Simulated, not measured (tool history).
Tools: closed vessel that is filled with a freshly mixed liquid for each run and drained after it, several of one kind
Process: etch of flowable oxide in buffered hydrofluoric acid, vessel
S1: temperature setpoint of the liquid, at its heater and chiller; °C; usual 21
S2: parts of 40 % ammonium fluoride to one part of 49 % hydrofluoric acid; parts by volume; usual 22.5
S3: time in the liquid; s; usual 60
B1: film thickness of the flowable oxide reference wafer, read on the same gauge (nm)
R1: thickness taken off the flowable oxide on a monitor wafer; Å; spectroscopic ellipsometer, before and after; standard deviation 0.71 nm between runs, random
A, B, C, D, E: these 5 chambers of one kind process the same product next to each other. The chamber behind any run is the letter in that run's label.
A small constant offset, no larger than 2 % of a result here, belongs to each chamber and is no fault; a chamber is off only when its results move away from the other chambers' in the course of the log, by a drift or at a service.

Run 1E, day 0.238: usual settings; B1 149.98. Result: R1 818.51 Å.
Run 2B, day 0.488: usual settings; B1 149.99. Result: R1 805.07 Å.
Run 3A, day 0.688: usual settings; B1 150.03. Result: R1 813.28 Å.
Run 4C, day 0.892: usual settings; B1 150.02. Result: R1 792.00 Å.
Run 5D, day 1.083: usual settings but S2 16.0 parts by volume; B1 150.01. Result: R1 1093.30 Å.
Run 6B, day 1.346: usual settings but S2 16.0 parts by volume; B1 150.03. Result: R1 1072.00 Å.
Run 7C, day 1.658: usual settings but S2 16.0 parts by volume; B1 150.00. Result: R1 1082.60 Å.
Run 8A, day 1.808: usual settings but S2 16.0 parts by volume; B1 149.99. Result: R1 1085.40 Å.
Run 9E, day 1.958: usual settings but S2 16.0 parts by volume; B1 150.00. Result: R1 1091.10 Å.
Run 10D, day 2.179: usual settings; B1 149.98. Result: R1 793.84 Å.
Run 11B, day 2.450: usual settings but S2 28.0 parts by volume; B1 149.99. Result: R1 710.54 Å.
Run 12E, day 2.650: usual settings but S2 28.0 parts by volume; B1 150.02. Result: R1 701.22 Å.
Run 13D, day 2.892: usual settings but S2 28.0 parts by volume; B1 149.99. Result: R1 686.69 Å.
At day 2.979: chamber D: thermometer replaced.
Run 14C, day 3.208: usual settings but S2 28.0 parts by volume; B1 150.01. Result: R1 687.59 Å.
Run 15A, day 3.429: usual settings but S2 28.0 parts by volume; B1 150.01. Result: R1 703.83 Å.
Run 16B, day 3.692: usual settings; B1 149.98. Result: R1 835.30 Å.
Run 17D, day 3.867: usual settings; B1 150.01. Result: R1 794.80 Å.
Run 18A, day 4.038: usual settings; B1 150.00. Result: R1 817.00 Å.
Run 19E, day 4.296: usual settings; B1 150.02. Result: R1 804.76 Å.
Run 20C, day 4.475: usual settings; B1 150.00. Result: R1 798.96 Å.
Run 21B, day 4.617: usual settings; B1 149.99. Result: R1 844.24 Å.
Run 22C, day 4.808: usual settings; B1 149.99. Result: R1 790.67 Å.
At day 4.833: chamber C: hydrofluoric acid flow meter replaced.
Run 23A, day 5.042: usual settings; B1 149.99. Result: R1 812.95 Å.
Run 24E, day 5.200: usual settings; B1 149.99. Result: R1 817.86 Å.
Run 25D, day 5.517: usual settings; B1 150.00. Result: R1 799.22 Å.
Run 26D, day 5.679: usual settings but S3 80 s; B1 150.00. Result: R1 1080.60 Å.
Run 27A, day 5.962: usual settings but S3 80 s; B1 149.99. Result: R1 1065.50 Å.
Run 28E, day 6.283: usual settings but S3 80 s; B1 149.97. Result: R1 1078.00 Å.
At day 6.412: chamber B: hydrofluoric acid flow meter replaced.
Run 29B, day 6.471: usual settings but S3 80 s; B1 149.96. Result: R1 1155.00 Å.
Run 30C, day 6.662: usual settings but S3 80 s; B1 150.01. Result: R1 1058.60 Å.
Run 31E, day 6.908: usual settings; B1 150.02. Result: R1 790.65 Å.

What goes on in this fleet: one chamber off, a drifting gauge, or nothing beyond the chambers' own small offsets? Name the chamber and the cause, if any.

One chamber, B, drifts off from the rest bit by bit.
Cause: liquid hotter than its thermometer reads (K) = 1.45.

Here are 4 candidates for chamber B's next run, each the usual settings with a change, their results left as question marks. Which one brings its results back in line with what the others give on the usual settings?
In-line tolerance around the mean of the other chambers on the usual settings: R1 25.00 Å
Run 32B-1, day 7.138: usual settings but S1 19.5 °C. Result: R1 ?.
Run 32B-2, day 7.138: usual settings but S1 21.5 °C. Result: R1 ?.
Run 32B-3, day 7.138: usual settings but S2 23.5 parts by volume. Result: R1 ?.
Run 32B-4, day 7.138: usual settings but S3 65 s. Result: R1 ?.

What the other chambers average on the usual settings: R1 805.53 Å
  run      R1
32B-1  809.88
32B-2  906.50
32B-3  855.60
32B-4  954.75
Change 32B-1 lands the chamber within the allowed miss of the other chambers.
